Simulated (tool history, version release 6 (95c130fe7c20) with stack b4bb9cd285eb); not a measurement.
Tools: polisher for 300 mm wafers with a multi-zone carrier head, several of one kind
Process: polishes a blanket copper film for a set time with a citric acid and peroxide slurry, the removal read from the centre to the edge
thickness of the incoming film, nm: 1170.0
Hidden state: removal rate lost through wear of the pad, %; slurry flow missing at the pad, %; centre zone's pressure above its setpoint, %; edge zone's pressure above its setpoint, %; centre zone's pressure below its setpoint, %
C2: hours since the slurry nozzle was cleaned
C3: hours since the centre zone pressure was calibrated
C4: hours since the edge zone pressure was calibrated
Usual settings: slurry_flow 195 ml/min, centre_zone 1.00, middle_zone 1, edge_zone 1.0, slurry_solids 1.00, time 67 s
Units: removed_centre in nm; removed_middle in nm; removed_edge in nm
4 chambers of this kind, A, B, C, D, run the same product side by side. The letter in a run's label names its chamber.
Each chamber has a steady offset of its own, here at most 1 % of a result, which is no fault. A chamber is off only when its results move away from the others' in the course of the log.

{"run": "1B", "hour": 10.1, "slurry_flow": 195, "centre_zone": 1.0, "middle_zone": 1, "edge_zone": 1.0, "slurry_solids": 1.0, "time": 67, "wafers polished on this pad": 1176, "C2": 594.5, "C3": 1324.3, "C4": 549.9, "removed_centre": 197.32, "removed_middle": 206.15, "removed_edge": 208.18}
{"hour": 12.2, "done": "chamber B: worn pad replaced by a new one"}
{"run": "2C", "hour": 16.9, "slurry_flow": 195, "centre_zone": 1.0, "middle_zone": 1, "edge_zone": 1.0, "slurry_solids": 1.0, "time": 67, "wafers polished on this pad": 520, "C2": 409.1, "C3": 361.9, "C4": 446.9, "removed_centre": 200.8, "removed_middle": 199.58, "removed_edge": 201.37}
{"run": "3A", "hour": 26.6, "slurry_flow": 195, "centre_zone": 1.0, "middle_zone": 1, "edge_zone": 1.0, "slurry_solids": 1.0, "time": 67, "wafers polished on this pad": 633, "C2": 201.9, "C3": 349.1, "C4": 276.2, "removed_centre": 202.57, "removed_middle": 204.74, "removed_edge": 207.13}
{"run": "4D", "hour": 35.4, "slurry_flow": 195, "centre_zone": 1.0, "middle_zone": 1, "edge_zone": 1.0, "slurry_solids": 1.0, "time": 67, "wafers polished on this pad": 871, "C2": 132.2, "C3": 98.2, "C4": 528.7, "removed_centre": 202.06, "removed_middle": 203.15, "removed_edge": 207.21}
{"run": "5A", "hour": 42.4, "slurry_flow": 195, "centre_zone": 1.0, "middle_zone": 1, "edge_zone": 1.0, "slurry_solids": 1.0, "time": 67, "wafers polished on this pad": 848, "C2": 217.7, "C3": 364.9, "C4": 292.0, "removed_centre": 204.45, "removed_middle": 207.61, "removed_edge": 203.99}
{"hour": 47.8, "done": "chamber A: worn pad replaced by a new one"}
{"hour": 50.6, "done": "chamber D: worn pad replaced by a new one"}
{"run": "6B", "hour": 51.9, "slurry_flow": 195, "centre_zone": 1.0, "middle_zone": 1, "edge_zone": 1.0, "slurry_solids": 1.0, "time": 67, "wafers polished on this pad": 540, "C2": 636.3, "C3": 1366.1, "C4": 591.7, "removed_centre": 206.58, "removed_middle": 204.43, "removed_edge": 203.07}
{"hour": 52.7, "done": "chamber C: worn pad replaced by a new one"}
{"run": "7D", "hour": 63.6, "slurry_flow": 260, "centre_zone": 1.0, "middle_zone": 1, "edge_zone": 1.0, "slurry_solids": 1.0, "time": 67, "wafers polished on this pad": 177, "C2": 160.4, "C3": 126.4, "C4": 556.9, "removed_centre": 208.14, "removed_middle": 208.69, "removed_edge": 212.24}
{"run": "8C", "hour": 71.5, "slurry_flow": 260, "centre_zone": 1.0, "middle_zone": 1, "edge_zone": 1.0, "slurry_solids": 1.0, "time": 67, "wafers polished on this pad": 255, "C2": 463.7, "C3": 416.5, "C4": 501.5, "removed_centre": 213.22, "removed_middle": 212.74, "removed_edge": 206.34}
{"run": "9B", "hour": 81.4, "slurry_flow": 260, "centre_zone": 1.0, "middle_zone": 1, "edge_zone": 1.0, "slurry_solids": 1.0, "time": 67, "wafers polished on this pad": 940, "C2": 665.8, "C3": 1395.6, "C4": 621.2, "removed_centre": 209.05, "removed_middle": 214.04, "removed_edge": 206.59}
{"run": "10A", "hour": 93.9, "slurry_flow": 260, "centre_zone": 1.0, "middle_zone": 1, "edge_zone": 1.0, "slurry_solids": 1.0, "time": 67, "wafers polished on this pad": 627, "C2": 269.2, "C3": 416.4, "C4": 343.5, "removed_centre": 213.5, "removed_middle": 213.52, "removed_edge": 210.88}
{"hour": 100.9, "done": "chamber B: slurry nozzle cleaned"}
{"run": "11D", "hour": 107.2, "slurry_flow": 195, "centre_zone": 1.0, "middle_zone": 1, "edge_zone": 1.0, "slurry_solids": 1.0, "time": 67, "wafers polished on this pad": 770, "C2": 204.0, "C3": 170.0, "C4": 600.5, "removed_centre": 196.49, "removed_middle": 204.92, "removed_edge": 203.28}
{"hour": 108.3, "done": "chamber B: worn pad replaced by a new one"}
{"hour": 117.2, "done": "chamber D: worn pad replaced by a new one"}
{"run": "12C", "hour": 119.1, "slurry_flow": 195, "centre_zone": 1.0, "middle_zone": 1, "edge_zone": 1.0, "slurry_solids": 1.0, "time": 67, "wafers polished on this pad": 902, "C2": 511.3, "C3": 464.1, "C4": 549.1, "removed_centre": 204.65, "removed_middle": 201.16, "removed_edge": 201.26}
{"hour": 121.7, "done": "chamber A: worn pad replaced by a new one"}
{"hour": 129.5, "done": "chamber C: worn pad replaced by a new one"}
{"run": "13C", "hour": 132.4, "slurry_flow": 195, "centre_zone": 1.0, "middle_zone": 1, "edge_zone": 1.0, "slurry_solids": 1.0, "time": 67, "wafers polished on this pad": 40, "C2": 524.6, "C3": 477.4, "C4": 562.4, "removed_centre": 204.95, "removed_middle": 204.31, "removed_edge": 202.39}
{"run": "14D", "hour": 144.1, "slurry_flow": 195, "centre_zone": 1.0, "middle_zone": 1, "edge_zone": 1.0, "slurry_solids": 1.0, "time": 67, "wafers polished on this pad": 366, "C2": 240.9, "C3": 206.9, "C4": 637.4, "removed_centre": 193.81, "removed_middle": 201.91, "removed_edge": 205.21}
{"run": "15A", "hour": 157.5, "slurry_flow": 195, "centre_zone": 1.0, "middle_zone": 1, "edge_zone": 1.0, "slurry_solids": 1.0, "time": 67, "wafers polished on this pad": 487, "C2": 332.8, "C3": 480.0, "C4": 407.1, "removed_centre": 201.29, "removed_middle": 204.74, "removed_edge": 206.55}
{"run": "16B", "hour": 170.8, "slurry_flow": 195, "centre_zone": 1.0, "middle_zone": 1, "edge_zone": 1.0, "slurry_solids": 1.0, "time": 67, "wafers polished on this pad": 849, "C2": 70.0, "C3": 1485.0, "C4": 710.6, "removed_centre": 200.2, "removed_middle": 206.65, "removed_edge": 206.19}
{"run": "17A", "hour": 177.0, "slurry_flow": 195, "centre_zone": 1.0, "middle_zone": 1, "edge_zone": 1.0, "slurry_solids": 1.0, "time": 67, "wafers polished on this pad": 752, "C2": 352.3, "C3": 499.5, "C4": 426.6, "removed_centre": 201.37, "removed_middle": 202.05, "removed_edge": 202.67}
{"run": "18D", "hour": 186.9, "slurry_flow": 195, "centre_zone": 1.0, "middle_zone": 1, "edge_zone": 1.0, "slurry_solids": 1.0, "time": 67, "wafers polished on this pad": 948, "C2": 283.7, "C3": 249.7, "C4": 680.2, "removed_centre": 191.24, "removed_middle": 205.14, "removed_edge": 206.26}
{"hour": 187.9, "done": "chamber B: centre zone pressure recalibrated"}
{"hour": 192.9, "done": "chamber A: worn pad replaced by a new one"}
{"hour": 194.8, "done": "chamber D: worn pad replaced by a new one"}
{"run": "19B", "hour": 197.8, "slurry_flow": 195, "centre_zone": 1.0, "middle_zone": 1, "edge_zone": 1.0, "slurry_solids": 1.0, "time": 67, "wafers polished on this pad": 1216, "C2": 97.0, "C3": 10.0, "C4": 737.6, "removed_centre": 202.59, "removed_middle": 207.05, "removed_edge": 207.08}
{"hour": 204.1, "done": "chamber C: worn pad replaced by a new one"}
{"run": "20C", "hour": 206.8, "slurry_flow": 195, "centre_zone": 1.0, "middle_zone": 1, "edge_zone": 1.0, "slurry_solids": 1.0, "time": 67, "wafers polished on this pad": 37, "C2": 599.0, "C3": 551.8, "C4": 636.8, "removed_centre": 204.84, "removed_middle": 204.94, "removed_edge": 201.86}
{"hour": 210.0, "done": "chamber B: worn pad replaced by a new one"}
{"run": "21B", "hour": 218.6, "slurry_flow": 195, "centre_zone": 1.0, "middle_zone": 1, "edge_zone": 1.0, "slurry_solids": 1.0, "time": 67, "wafers polished on this pad": 117, "C2": 117.8, "C3": 30.8, "C4": 758.4, "removed_centre": 205.49, "removed_middle": 208.51, "removed_edge": 204.87}
{"run": "22C", "hour": 227.6, "slurry_flow": 195, "centre_zone": 1.0, "middle_zone": 1, "edge_zone": 1.0, "slurry_solids": 1.0, "time": 67, "wafers polished on this pad": 320, "C2": 619.8, "C3": 572.6, "C4": 657.6, "removed_centre": 201.4, "removed_middle": 202.95, "removed_edge": 196.19}
{"hour": 240.9, "done": "chamber D: slurry nozzle cleaned"}
{"run": "23A", "hour": 241.4, "slurry_flow": 195, "centre_zone": 1.0, "middle_zone": 1, "edge_zone": 1.0, "slurry_solids": 1.0, "time": 67, "wafers polished on this pad": 659, "C2": 416.7, "C3": 563.9, "C4": 491.0, "removed_centre": 205.33, "removed_middle": 200.35, "removed_edge": 202.87}
{"run": "24D", "hour": 248.3, "slurry_flow": 195, "centre_zone": 1.0, "middle_zone": 1, "edge_zone": 0.9, "slurry_solids": 1.0, "time": 67, "wafers polished on this pad": 727, "C2": 7.4, "C3": 311.1, "C4": 741.6, "removed_centre": 183.74, "removed_middle": 205.6, "removed_edge": 198.2}
{"hour": 250.0, "done": "chamber A: worn pad replaced by a new one"}
{"run": "25D", "hour": 258.9, "slurry_flow": 195, "centre_zone": 1.0, "middle_zone": 1, "edge_zone": 0.9, "slurry_solids": 1.0, "time": 67, "wafers polished on this pad": 871, "C2": 18.0, "C3": 321.7, "C4": 752.2, "removed_centre": 185.05, "removed_middle": 205.93, "removed_edge": 192.54}
{"run": "26B", "hour": 265.1, "slurry_flow": 195, "centre_zone": 1.0, "middle_zone": 1, "edge_zone": 0.9, "slurry_solids": 1.0, "time": 67, "wafers polished on this pad": 749, "C2": 164.3, "C3": 77.3, "C4": 804.9, "removed_centre": 204.27, "removed_middle": 204.94, "removed_edge": 192.69}
{"run": "27A", "hour": 273.6, "slurry_flow": 195, "centre_zone": 1.0, "middle_zone": 1, "edge_zone": 0.9, "slurry_solids": 1.0, "time": 67, "wafers polished on this pad": 321, "C2": 448.9, "C3": 596.1, "C4": 523.2, "removed_centre": 204.72, "removed_middle": 206.52, "removed_edge": 191.1}
{"run": "28C", "hour": 284.4, "slurry_flow": 195, "centre_zone": 1.08, "middle_zone": 1, "edge_zone": 1.0, "slurry_solids": 1.15, "time": 67, "wafers polished on this pad": 1091, "C2": 676.6, "C3": 629.4, "C4": 714.4, "removed_centre": 226.17, "removed_middle": 205.34, "removed_edge": 210.5}
{"hour": 286.8, "done": "chamber C: worn pad replaced by a new one"}
{"run": "29C", "hour": 298.2, "slurry_flow": 195, "centre_zone": 1.08, "middle_zone": 1, "edge_zone": 1.0, "slurry_solids": 1.15, "time": 67, "wafers polished on this pad": 155, "C2": 690.4, "C3": 643.2, "C4": 728.2, "removed_centre": 225.69, "removed_middle": 207.24, "removed_edge": 210.6}
{"hour": 308.4, "done": "chamber B: worn pad replaced by a new one"}
{"run": "30B", "hour": 311.7, "slurry_flow": 195, "centre_zone": 1.08, "middle_zone": 1, "edge_zone": 1.0, "slurry_solids": 1.15, "time": 67, "wafers polished on this pad": 46, "C2": 210.9, "C3": 123.9, "C4": 851.5, "removed_centre": 223.57, "removed_middle": 209.46, "removed_edge": 208.1}

What goes on in this fleet: one chamber off, a drifting gauge, or nothing beyond the chambers' own small offsets? Name the chamber and the cause, if any.

Chamber D drifts away from the others.
Cause: centre zone's pressure below its setpoint, % = 11.9.

Here are 4 candidates for chamber D's next run, each the usual settings with a change, their results left as question marks. Which one brings its results back in line with what the others give on the usual settings?
In line means no further than this from the other chambers' mean on the usual settings: removed_centre 6.80 nm; removed_middle 7.80 nm; removed_edge 9.30 nm
{"run": "31D-1", "hour": 321.7, "slurry_flow": 190, "centre_zone": 0.94, "middle_zone": 1.01, "edge_zone": 1.02, "slurry_solids": 1.0, "time": 67, "removed_centre": "?", "removed_middle": "?", "removed_edge": "?"}
{"run": "31D-2", "hour": 321.7, "slurry_flow": 200, "centre_zone": 1.06, "middle_zone": 0.99, "edge_zone": 0.98, "slurry_solids": 1.0, "time": 67, "removed_centre": "?", "removed_middle": "?", "removed_edge": "?"}
{"run": "31D-3", "hour": 321.7, "slurry_flow": 205, "centre_zone": 1.11, "middle_zone": 0.98, "edge_zone": 0.96, "slurry_solids": 1.0, "time": 67, "removed_centre": "?", "removed_middle": "?", "removed_edge": "?"}
{"run": "31D-4", "hour": 321.7, "slurry_flow": 185, "centre_zone": 0.89, "middle_zone": 1.02, "edge_zone": 1.04, "slurry_solids": 1.0, "time": 67, "removed_centre": "?", "removed_middle": "?", "removed_edge": "?"}

The other chambers' mean on the usual settings: removed_centre 202.73 nm; removed_middle 203.33 nm; removed_edge 203.03 nm
run=31D-1 removed_centre=165.10 removed_middle=208.39 removed_edge=205.73
run=31D-2 removed_centre=190.16 removed_middle=206.13 removed_edge=202.73
run=31D-3 removed_centre=200.80 removed_middle=204.93 removed_edge=201.17
run=31D-4 removed_centre=154.62 removed_middle=209.42 removed_edge=207.16
31D-3 brings the chamber back in line.
